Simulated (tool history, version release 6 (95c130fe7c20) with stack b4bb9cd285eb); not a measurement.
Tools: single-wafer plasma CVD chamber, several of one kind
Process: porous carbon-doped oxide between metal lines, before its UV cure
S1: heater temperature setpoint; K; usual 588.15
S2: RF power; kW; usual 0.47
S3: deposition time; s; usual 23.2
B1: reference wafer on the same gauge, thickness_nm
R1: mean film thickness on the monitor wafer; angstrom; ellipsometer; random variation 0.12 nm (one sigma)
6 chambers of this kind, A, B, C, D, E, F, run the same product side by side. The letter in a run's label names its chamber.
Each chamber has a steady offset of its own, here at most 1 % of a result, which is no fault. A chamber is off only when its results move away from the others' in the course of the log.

run,hour,S1,S2,S3,B1,R1
1F,7.1,588.15,0.47,23.2,102.99,1117
2E,20.2,588.15,0.47,23.2,102.96,1110.3
3B,29.6,588.15,0.47,23.2,102.96,1115
4D,41.6,588.15,0.47,23.2,102.96,1126.4
# hour 42.2: chamber B: thermocouple changed; heater temperature recalibrated
5A,49.8,588.15,0.405,23.2,102.97,989.75
6C,56.6,588.15,0.405,23.2,102.91,996.44
7C,64,588.15,0.405,23.2,102.94,995.24
8A,73,588.15,0.405,23.2,102.91,992.09
9E,85.9,588.15,0.405,23.2,102.87,991.3
10B,96.6,588.15,0.405,23.2,102.88,997.95
11F,108.7,588.15,0.44,23.2,102.89,1064.9
12D,119.8,588.15,0.44,23.2,102.85,1072
13A,132.5,588.15,0.44,23.2,102.82,1056.8
14F,144.3,588.15,0.44,23.2,102.85,1064.4
15C,151.7,588.15,0.44,23.2,102.8,1062.2
16D,159.4,588.15,0.44,23.2,102.84,1068.8
17E,167,575.15,0.47,23.2,102.8,1187
18B,174.8,575.15,0.47,23.2,102.8,1197.7
19A,186.5,575.15,0.47,23.2,102.8,1190.1
# hour 196.6: chamber C: RF generator calibrated
20E,198,575.15,0.47,23.2,102.79,1187.9
21C,209.5,575.15,0.47,23.2,102.74,1196.8
# hour 221.6: chamber E: RF generator calibrated
22B,223,575.15,0.47,23.2,102.74,1195.1
23D,236.2,588.15,0.47,23.2,102.7,1123.6
24F,245.1,588.15,0.47,23.2,102.71,1114.5
25A,256.3,588.15,0.47,23.2,102.73,1110.2
26F,269.2,588.15,0.47,23.2,102.69,1115
27C,276.4,588.15,0.47,23.2,102.67,1112.7
28D,286.2,594.15,0.47,21.4,102.64,1007.2
29E,296.5,594.15,0.47,21.4,102.65,993.67
30B,305.8,594.15,0.47,21.4,102.65,1001.1
31A,318.1,594.15,0.47,21.4,102.64,995.35
32F,327.6,594.15,0.47,21.4,102.62,997.52
33B,339.7,594.15,0.47,21.4,102.59,1000.6
34D,352.1,588.15,0.47,23.2,102.57,1120.9
35C,365.5,588.15,0.555,23.2,102.57,1245
36E,377,588.15,0.555,23.2,102.55,1237.2

Next, every chamber runs the same settings. What will each give?
37A,386.7,588.15,0.515,23.2,,?
37B,386.7,588.15,0.515,23.2,,?
37C,386.7,588.15,0.515,23.2,,?
37D,386.7,588.15,0.515,23.2,,?
37E,386.7,588.15,0.515,23.2,,?
37F,386.7,588.15,0.515,23.2,,?

run,R1
37A,1177.4
37B,1182
37C,1184.1
37D,1193.5
37E,1176.8
37F,1182.6
